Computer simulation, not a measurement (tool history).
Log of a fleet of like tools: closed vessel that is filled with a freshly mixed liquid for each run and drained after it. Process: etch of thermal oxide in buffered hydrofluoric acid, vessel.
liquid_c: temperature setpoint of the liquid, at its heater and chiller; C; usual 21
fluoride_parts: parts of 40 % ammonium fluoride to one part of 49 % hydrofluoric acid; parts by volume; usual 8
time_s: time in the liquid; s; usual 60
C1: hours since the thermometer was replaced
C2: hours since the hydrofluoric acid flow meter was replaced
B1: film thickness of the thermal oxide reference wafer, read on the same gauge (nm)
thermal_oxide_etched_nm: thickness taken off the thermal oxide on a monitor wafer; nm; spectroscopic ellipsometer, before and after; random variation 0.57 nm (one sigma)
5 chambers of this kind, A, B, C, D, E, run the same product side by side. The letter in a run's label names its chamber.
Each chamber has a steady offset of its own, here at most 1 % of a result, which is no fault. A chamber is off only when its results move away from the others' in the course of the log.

run 1D hour=9.2 | liquid_c=21 fluoride_parts=8 time_s=60 | C1=420.9 C2=243.3 | B1=40.004 | thermal_oxide_etched_nm=72.237
run 2B hour=15.6 | liquid_c=21 fluoride_parts=8 time_s=60 | C1=19.8 C2=1131 | B1=40.01 | thermal_oxide_etched_nm=70.856
run 3E hour=21.6 | liquid_c=21 fluoride_parts=8 time_s=60 | C1=378.6 C2=81.2 | B1=39.991 | thermal_oxide_etched_nm=71.184
run 4C hour=29.3 | liquid_c=21 fluoride_parts=8 time_s=60 | C1=513.9 C2=1270.3 | B1=40.007 | thermal_oxide_etched_nm=71.898
run 5A hour=37.7 | liquid_c=21 fluoride_parts=8 time_s=60 | C1=561.4 C2=813.5 | B1=40.007 | thermal_oxide_etched_nm=71.378
run 6B hour=44.5 | liquid_c=21 fluoride_parts=8 time_s=60 | C1=48.7 C2=1159.9 | B1=39.998 | thermal_oxide_etched_nm=71.632
run 7D hour=51.4 | liquid_c=21 fluoride_parts=8 time_s=60 | C1=463.1 C2=285.5 | B1=39.998 | thermal_oxide_etched_nm=70.885
run 8A hour=57.8 | liquid_c=21 fluoride_parts=8 time_s=60 | C1=581.5 C2=833.6 | B1=40.008 | thermal_oxide_etched_nm=71.586
run 9C hour=66.1 | liquid_c=21 fluoride_parts=8 time_s=60 | C1=550.7 C2=1307.1 | B1=40.001 | thermal_oxide_etched_nm=70.545
run 10E hour=71.1 | liquid_c=25 fluoride_parts=9.5 time_s=60 | C1=428.1 C2=130.7 | B1=39.998 | thermal_oxide_etched_nm=75.561
run 11E hour=79.2 | liquid_c=25 fluoride_parts=9.5 time_s=60 | C1=436.2 C2=138.8 | B1=40.002 | thermal_oxide_etched_nm=75.512
run 12C hour=85.3 | liquid_c=25 fluoride_parts=9.5 time_s=60 | C1=569.9 C2=1326.3 | B1=40.019 | thermal_oxide_etched_nm=76.532
run 13B hour=94.5 | liquid_c=25 fluoride_parts=9.5 time_s=60 | C1=98.7 C2=1209.9 | B1=39.994 | thermal_oxide_etched_nm=74.885
run 14A hour=101.2 | liquid_c=25 fluoride_parts=9.5 time_s=60 | C1=624.9 C2=877 | B1=40.011 | thermal_oxide_etched_nm=75.803
run 15D hour=109.7 | liquid_c=21 fluoride_parts=8 time_s=60 | C1=521.4 C2=343.8 | B1=40.011 | thermal_oxide_etched_nm=68.011
run 16E hour=116.7 | liquid_c=21 fluoride_parts=8 time_s=60 | C1=473.7 C2=176.3 | B1=40.008 | thermal_oxide_etched_nm=70.888
run 17B hour=121.2 | liquid_c=21 fluoride_parts=8 time_s=60 | C1=125.4 C2=1236.6 | B1=40.002 | thermal_oxide_etched_nm=71.308
run 18A hour=130.6 | liquid_c=21 fluoride_parts=8 time_s=60 | C1=654.3 C2=906.4 | B1=39.988 | thermal_oxide_etched_nm=71.616
run 19C hour=135.8 | liquid_c=21 fluoride_parts=8 time_s=40 | C1=620.4 C2=1376.8 | B1=39.998 | thermal_oxide_etched_nm=47.049
run 20D hour=143.1 | liquid_c=21 fluoride_parts=8 time_s=40 | C1=554.8 C2=377.2 | B1=40 | thermal_oxide_etched_nm=44.536
run 21B hour=151.3 | liquid_c=21 fluoride_parts=8 time_s=40 | C1=155.5 C2=1266.7 | B1=40.011 | thermal_oxide_etched_nm=47.427
run 22E hour=156.6 | liquid_c=21 fluoride_parts=8 time_s=40 | C1=513.6 C2=216.2 | B1=39.994 | thermal_oxide_etched_nm=46.876
run 23D hour=163.5 | liquid_c=21 fluoride_parts=8 time_s=40 | C1=575.2 C2=397.6 | B1=39.999 | thermal_oxide_etched_nm=44.948
run 24A hour=172.5 | liquid_c=21 fluoride_parts=8 time_s=60 | C1=696.2 C2=948.3 | B1=40.01 | thermal_oxide_etched_nm=72.122
run 25C hour=179.9 | liquid_c=21 fluoride_parts=9 time_s=45 | C1=664.5 C2=1420.9 | B1=39.995 | thermal_oxide_etched_nm=46.782
-- hour=181.3 chamber C: thermometer replaced
run 26E hour=189 | liquid_c=21 fluoride_parts=9 time_s=45 | C1=546 C2=248.6 | B1=40 | thermal_oxide_etched_nm=47.149
run 27D hour=198.7 | liquid_c=21 fluoride_parts=9 time_s=45 | C1=610.4 C2=432.8 | B1=40.001 | thermal_oxide_etched_nm=42.984
run 28C hour=203.2 | liquid_c=21 fluoride_parts=9 time_s=45 | C1=22 C2=1444.2 | B1=40.004 | thermal_oxide_etched_nm=47.486
-- hour=204.6 chamber D: hydrofluoric acid flow meter replaced
run 29B hour=212.7 | liquid_c=21 fluoride_parts=9 time_s=45 | C1=216.9 C2=1328.1 | B1=40 | thermal_oxide_etched_nm=47.387
run 30A hour=217 | liquid_c=21 fluoride_parts=8 time_s=60 | C1=740.7 C2=992.8 | B1=39.998 | thermal_oxide_etched_nm=70.86
run 31D hour=222.8 | liquid_c=21 fluoride_parts=8 time_s=60 | C1=634.5 C2=18.3 | B1=39.978 | thermal_oxide_etched_nm=66.492
run 32E hour=230.1 | liquid_c=21 fluoride_parts=8 time_s=60 | C1=587.1 C2=289.7 | B1=39.986 | thermal_oxide_etched_nm=71.788

All 5 chambers run these settings next. Forecast each chamber's results:
run 33A hour=237.1 | liquid_c=17.5 fluoride_parts=8 time_s=60 | thermal_oxide_etched_nm=?
run 33B hour=237.1 | liquid_c=17.5 fluoride_parts=8 time_s=60 | thermal_oxide_etched_nm=?
run 33C hour=237.1 | liquid_c=17.5 fluoride_parts=8 time_s=60 | thermal_oxide_etched_nm=?
run 33D hour=237.1 | liquid_c=17.5 fluoride_parts=8 time_s=60 | thermal_oxide_etched_nm=?
run 33E hour=237.1 | liquid_c=17.5 fluoride_parts=8 time_s=60 | thermal_oxide_etched_nm=?

run=33A thermal_oxide_etched_nm=58.95
run=33B thermal_oxide_etched_nm=58.833
run=33C thermal_oxide_etched_nm=58.367
run=33D thermal_oxide_etched_nm=52.788
run=33E thermal_oxide_etched_nm=58.169
